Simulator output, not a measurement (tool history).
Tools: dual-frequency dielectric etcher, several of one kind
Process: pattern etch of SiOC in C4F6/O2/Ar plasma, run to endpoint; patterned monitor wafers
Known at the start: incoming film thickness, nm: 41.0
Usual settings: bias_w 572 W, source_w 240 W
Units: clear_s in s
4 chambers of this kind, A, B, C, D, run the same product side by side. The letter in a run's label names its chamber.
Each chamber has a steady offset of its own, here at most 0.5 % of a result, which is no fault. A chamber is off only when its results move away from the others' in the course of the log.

run   hour  bias_w  source_w  hours since the last wet clean  hours since the last bias power generator calibration  hours since the last source power generator calibration  clear_s
 1A    3.3     572       240                           246.0                                                 1285.5                                                    592.0   15.854
 2D    6.4     572       240                           304.7                                                  272.9                                                   2034.5   15.805
 3C   11.3     572       240                            22.3                                                 1028.8                                                   2402.9   15.839
 4B   14.8     572       240                           367.6                                                 1743.6                                                    918.4   15.835
 5A   20.7     572       240                           263.4                                                 1302.9                                                    609.4   16.005
 6C   24.0     710       200                            35.0                                                 1041.5                                                   2415.6   15.455
 7B   29.0     710       200                           381.8                                                 1757.8                                                    932.6   15.579
 8D   34.5     710       200                           332.8                                                  301.0                                                   2062.6   15.482
 9C   38.6     710       200                            49.6                                                 1056.1                                                   2430.2   15.477
10D   43.3     572       240                           341.6                                                  309.8                                                   2071.4   15.820
11A   47.6     572       240                           290.3                                                 1329.8                                                    636.3   15.926
12B   52.1     572       240                           404.9                                                 1780.9                                                    955.7   15.888
      55.7  -- chamber D: wet clean of the chamber
13A   56.0     572       240                           298.7                                                 1338.2                                                    644.7   15.853
14C   59.6     572       240                            70.6                                                 1077.1                                                   2451.2   15.865
15D   65.3     572       240                             9.6                                                  331.8                                                   2093.4   15.779
16B   68.3     572       240                           421.1                                                 1797.1                                                    971.9   16.057
17A   73.0     661       270                           315.7                                                 1355.2                                                    661.7   14.324
18B   78.2     661       270                           431.0                                                 1807.0                                                    981.8   14.631
19D   82.4     661       270                            26.7                                                  348.9                                                   2110.5   14.329
20C   86.6     661       270                            97.6                                                 1104.1                                                   2478.2   14.328
21C   92.7     572       240                           103.7                                                 1110.2                                                   2484.3   15.836
22B   95.5     699       240                           448.3                                                 1824.3                                                    999.1   14.989
23D   98.7     699       240                            43.0                                                  365.2                                                   2126.8   14.632
24A  101.7     699       240                           344.4                                                 1383.9                                                    690.4   14.696
25B  104.5     699       240                           457.3                                                 1833.3                                                   1008.1   15.085
26A  109.6     572       240                           352.3                                                 1391.8                                                    698.3   15.831
27C  115.3     511       280                           126.3                                                 1132.8                                                   2506.9   15.627
28D  119.4     511       280                            63.7                                                  385.9                                                   2147.5   15.474
29D  124.9     511       280                            69.2                                                  391.4                                                   2153.0   15.586
30A  129.2     511       280                           371.9                                                 1411.4                                                    717.9   15.727
     132.3  -- chamber A: wet clean of the chamber
31C  133.9     572       200                           144.9                                                 1151.4                                                   2525.5   16.864
32B  136.8     572       200                           489.6                                                 1865.6                                                   1040.4   17.583
33A  141.0     572       200                             8.8                                                 1423.2                                                    729.7   17.010

Next, every chamber runs the same settings. What will each give?
34A  145.4     572       280                                                                                                                                                        ?
34B  145.4     572       280                                                                                                                                                        ?
34C  145.4     572       280                                                                                                                                                        ?
34D  145.4     572       280                                                                                                                                                        ?

run  clear_s
34A   15.049
34B   15.639
34C   14.961
34D   14.927

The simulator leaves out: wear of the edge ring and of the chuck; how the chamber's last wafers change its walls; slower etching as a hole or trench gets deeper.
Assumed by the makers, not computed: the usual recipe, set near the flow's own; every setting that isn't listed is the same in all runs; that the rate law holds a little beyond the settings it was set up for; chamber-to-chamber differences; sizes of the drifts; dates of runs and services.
